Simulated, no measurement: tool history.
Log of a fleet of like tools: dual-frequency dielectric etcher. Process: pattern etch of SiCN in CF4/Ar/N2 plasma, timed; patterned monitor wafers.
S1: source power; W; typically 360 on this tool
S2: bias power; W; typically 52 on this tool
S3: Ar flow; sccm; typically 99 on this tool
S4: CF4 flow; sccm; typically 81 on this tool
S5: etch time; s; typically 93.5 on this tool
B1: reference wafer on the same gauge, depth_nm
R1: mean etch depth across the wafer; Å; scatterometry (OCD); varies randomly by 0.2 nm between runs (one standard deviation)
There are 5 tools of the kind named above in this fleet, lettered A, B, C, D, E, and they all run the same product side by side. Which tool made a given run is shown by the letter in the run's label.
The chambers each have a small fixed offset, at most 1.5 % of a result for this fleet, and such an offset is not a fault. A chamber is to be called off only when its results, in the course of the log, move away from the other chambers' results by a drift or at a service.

| run | hour | S1 | S2 | S3 | S4 | S5 | B1 | R1 |
|---|---|---|---|---|---|---|---|---|
| 1E | 12.6 | 360 | 52 | 99 | 81 | 93.5 | 59.526 | 603.07 |
| 2C | 25.8 | 360 | 52 | 99 | 81 | 93.5 | 59.469 | 603.10 |
| 3A | 36.5 | 360 | 52 | 99 | 81 | 93.5 | 59.452 | 612.06 |
| 4D | 43.0 | 360 | 52 | 99 | 81 | 93.5 | 59.526 | 602.95 |
|  | 49.6 | chamber A: Ar flow controller replaced |
| 5B | 53.6 | 360 | 52 | 99 | 81 | 93.5 | 59.495 | 608.63 |
| 6B | 63.1 | 360 | 52 | 99 | 81 | 93.5 | 59.514 | 607.60 |
| 7C | 75.2 | 360 | 52 | 99 | 90 | 84.5 | 59.484 | 556.20 |
| 8D | 88.8 | 360 | 52 | 99 | 90 | 84.5 | 59.426 | 555.08 |
| 9E | 101.8 | 360 | 52 | 99 | 90 | 84.5 | 59.510 | 555.10 |
|  | 104.7 | chamber A: wet clean of the chamber |
| 10A | 107.9 | 360 | 52 | 99 | 90 | 84.5 | 59.548 | 562.24 |
| 11B | 114.9 | 360 | 52 | 99 | 90 | 84.5 | 59.461 | 557.92 |
| 12E | 126.9 | 360 | 52 | 99 | 81 | 93.5 | 59.498 | 598.63 |
| 13C | 139.4 | 360 | 52 | 99 | 81 | 93.5 | 59.495 | 609.57 |
| 14A | 147.0 | 360 | 52 | 99 | 81 | 93.5 | 59.520 | 617.53 |
| 15D | 157.0 | 360 | 52 | 99 | 81 | 93.5 | 59.535 | 604.20 |
| 16D | 166.5 | 360 | 52 | 99 | 81 | 93.5 | 59.537 | 607.08 |
| 17A | 175.7 | 360 | 52 | 99 | 81 | 93.5 | 59.483 | 617.37 |
|  | 178.0 | chamber C: wet clean of the chamber |
| 18C | 186.7 | 360 | 52 | 99 | 81 | 93.5 | 59.504 | 603.13 |
| 19E | 199.2 | 360 | 52 | 99 | 81 | 93.5 | 59.556 | 602.88 |
| 20B | 208.0 | 360 | 61 | 99 | 81 | 93.5 | 59.503 | 638.38 |
| 21A | 218.3 | 360 | 61 | 99 | 81 | 93.5 | 59.532 | 653.02 |
| 22E | 229.8 | 360 | 61 | 99 | 81 | 93.5 | 59.479 | 634.12 |
| 23C | 236.0 | 360 | 61 | 99 | 81 | 93.5 | 59.538 | 635.77 |
| 24B | 243.2 | 360 | 61 | 99 | 81 | 93.5 | 59.469 | 641.67 |
| 25D | 256.5 | 360 | 52 | 99 | 81 | 93.5 | 59.485 | 607.29 |
| 26B | 269.7 | 360 | 52 | 99 | 81 | 68.5 | 59.470 | 445.52 |
| 27E | 280.0 | 360 | 52 | 99 | 81 | 68.5 | 59.489 | 441.38 |
| 28D | 287.2 | 360 | 52 | 99 | 81 | 68.5 | 59.513 | 446.01 |
| 29A | 294.0 | 360 | 52 | 99 | 81 | 68.5 | 59.501 | 455.76 |
|  | 295.9 | chamber D: wet clean of the chamber |
| 30C | 300.1 | 360 | 52 | 99 | 81 | 68.5 | 59.508 | 445.13 |
|  | 301.5 | chamber D: CF4 flow controller replaced |
| 31D | 306.3 | 360 | 52 | 99 | 81 | 93.5 | 59.472 | 607.41 |
| 32C | 314.5 | 360 | 52 | 99 | 81 | 93.5 | 59.491 | 606.75 |

All chambers now run identical settings, listed one chamber a line with results as question marks. What results will each chamber show?
| 33A | 324.3 | 360 | 52 | 99 | 81 | 93.5 |  | ? |
| 33B | 324.3 | 360 | 52 | 99 | 81 | 93.5 |  | ? |
| 33C | 324.3 | 360 | 52 | 99 | 81 | 93.5 |  | ? |
| 33D | 324.3 | 360 | 52 | 99 | 81 | 93.5 |  | ? |
| 33E | 324.3 | 360 | 52 | 99 | 81 | 93.5 |  | ? |

| run | R1 |
|---|---|
| 33A | 627.68 |
| 33B | 608.40 |
| 33C | 603.50 |
| 33D | 605.46 |
| 33E | 605.37 |

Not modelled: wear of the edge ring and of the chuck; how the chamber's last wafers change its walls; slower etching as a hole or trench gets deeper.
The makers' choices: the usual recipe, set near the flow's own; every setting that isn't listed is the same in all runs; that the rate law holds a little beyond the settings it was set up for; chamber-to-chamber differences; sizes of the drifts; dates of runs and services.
